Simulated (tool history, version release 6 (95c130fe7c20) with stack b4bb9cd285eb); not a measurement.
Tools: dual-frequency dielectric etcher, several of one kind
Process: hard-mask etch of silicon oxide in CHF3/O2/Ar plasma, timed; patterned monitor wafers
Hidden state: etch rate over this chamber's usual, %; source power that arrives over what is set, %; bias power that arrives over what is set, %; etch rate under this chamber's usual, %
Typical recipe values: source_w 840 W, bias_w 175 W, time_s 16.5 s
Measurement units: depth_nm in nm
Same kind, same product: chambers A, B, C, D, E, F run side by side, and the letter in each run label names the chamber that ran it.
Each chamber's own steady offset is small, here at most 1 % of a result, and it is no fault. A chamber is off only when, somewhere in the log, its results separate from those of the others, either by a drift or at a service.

run	hour	source_w	bias_w	time_s	hours since the last wet clean	hours since the last source power generator calibration	hours since the last bias power generator calibration	read-back reference wafer on the same gauge, depth_nm	depth_nm
1F	11.1	840	175	16.5	227.1	1410.4	1603.3	34.891	36.874
2A	18.7	840	175	16.5	226.4	232.9	1527.2	34.915	36.532
3C	29.1	840	175	16.5	104.8	3729.3	1981.6	34.918	36.737
4B	35.9	840	175	16.5	493.2	627.7	1604.1	34.926	36.910
5E	42.7	840	175	16.5	403.9	3603.5	2591.5	34.934	36.520
6D	48.8	840	175	16.5	365.5	426.0	1447.5	34.941	36.805
7F	56.1	840	175	16.5	272.1	1455.4	1648.3	34.944	37.044
8B	63.1	840	175	16.5	520.4	654.9	1631.3	34.954	37.034
# hour 73.4: chamber B: wet clean of the chamber
9E	74.3	660	175	16.5	435.5	3635.1	2623.1	34.938	33.274
10A	80.1	660	175	16.5	287.8	294.3	1588.6	34.963	33.371
11C	90.6	660	175	16.5	166.3	3790.8	2043.1	34.965	33.518
12D	96.3	660	175	16.5	413.0	473.5	1495.0	34.982	33.640
13A	103.8	660	175	16.5	311.5	318.0	1612.3	34.962	33.324
14E	110.3	660	175	16.5	471.5	3671.1	2659.1	34.996	33.252
15F	115.9	840	175	16.5	331.9	1515.2	1708.1	34.995	37.003
16C	126.7	840	175	16.5	202.4	3826.9	2079.2	34.996	36.778
# hour 133.5: chamber D: wet clean of the chamber
17D	136.4	840	175	16.5	2.9	513.6	1535.1	35.004	36.819
18B	145.2	840	175	16.5	71.8	737.0	1713.4	34.999	37.087
19C	153.2	840	175	16.5	228.9	3853.4	2105.7	35.020	36.787
20D	159.6	840	175	16.5	26.1	536.8	1558.3	35.024	36.826
21E	168.7	840	175	16.5	529.9	3729.5	2717.5	35.032	36.572
22F	176.1	840	175	16.5	392.1	1575.4	1768.3	35.033	37.041
23B	181.1	840	175	16.5	107.7	772.9	1749.3	35.038	37.092
# hour 184.2: chamber E: wet clean of the chamber
24A	188.1	840	175	16.5	395.8	402.3	1696.6	35.051	36.610
25F	196.7	840	175	16.5	412.7	1596.0	1788.9	35.032	37.100
26A	202.2	840	175	16.5	409.9	416.4	1710.7	35.037	36.775
27E	209.0	840	175	16.5	24.9	3769.8	2757.8	35.062	36.819
28C	217.0	840	175	16.5	292.7	3917.2	2169.5	35.063	36.899
29D	224.2	840	175	16.5	90.7	601.4	1622.9	35.058	36.916
# hour 230.6: chamber A: bias power generator calibrated
30B	233.0	840	175	16.5	159.6	824.8	1801.2	35.058	37.196
31B	241.6	840	175	16.5	168.2	833.4	1809.8	35.080	37.122
32E	250.7	840	175	16.5	66.6	3811.5	2799.5	35.084	36.626
33A	256.8	840	175	16.5	464.5	471.0	26.3	35.077	36.644
34F	261.8	840	155	16.5	477.8	1661.1	1854.0	35.080	35.799
35D	268.3	840	155	16.5	134.8	645.5	1667.0	35.088	35.594
36C	274.5	840	155	16.5	350.2	3974.7	2227.0	35.095	35.440
37F	280.8	840	155	16.5	496.8	1680.1	1873.0	35.105	35.849
38C	285.8	840	155	16.5	361.5	3986.0	2238.3	35.094	35.548
39E	291.1	840	155	16.5	107.0	3851.9	2839.9	35.117	35.329
40B	300.9	840	175	14.5	227.5	892.7	1869.1	35.134	32.599
41D	310.3	840	175	14.5	176.8	687.5	1709.0	35.124	32.432
42A	316.0	840	175	14.5	523.7	530.2	85.5	35.130	32.243
43A	323.6	840	175	14.5	531.3	537.8	93.1	35.139	32.343

Next, all 6 chambers run the settings below, one line each with question marks for the results. What does each chamber give?
44A	331.7	840	175	16.5					?
44B	331.7	840	175	16.5					?
44C	331.7	840	175	16.5					?
44D	331.7	840	175	16.5					?
44E	331.7	840	175	16.5					?
44F	331.7	840	175	16.5					?

run	depth_nm
44A	36.809
44B	37.240
44C	36.930
44D	36.982
44E	36.890
44F	37.130

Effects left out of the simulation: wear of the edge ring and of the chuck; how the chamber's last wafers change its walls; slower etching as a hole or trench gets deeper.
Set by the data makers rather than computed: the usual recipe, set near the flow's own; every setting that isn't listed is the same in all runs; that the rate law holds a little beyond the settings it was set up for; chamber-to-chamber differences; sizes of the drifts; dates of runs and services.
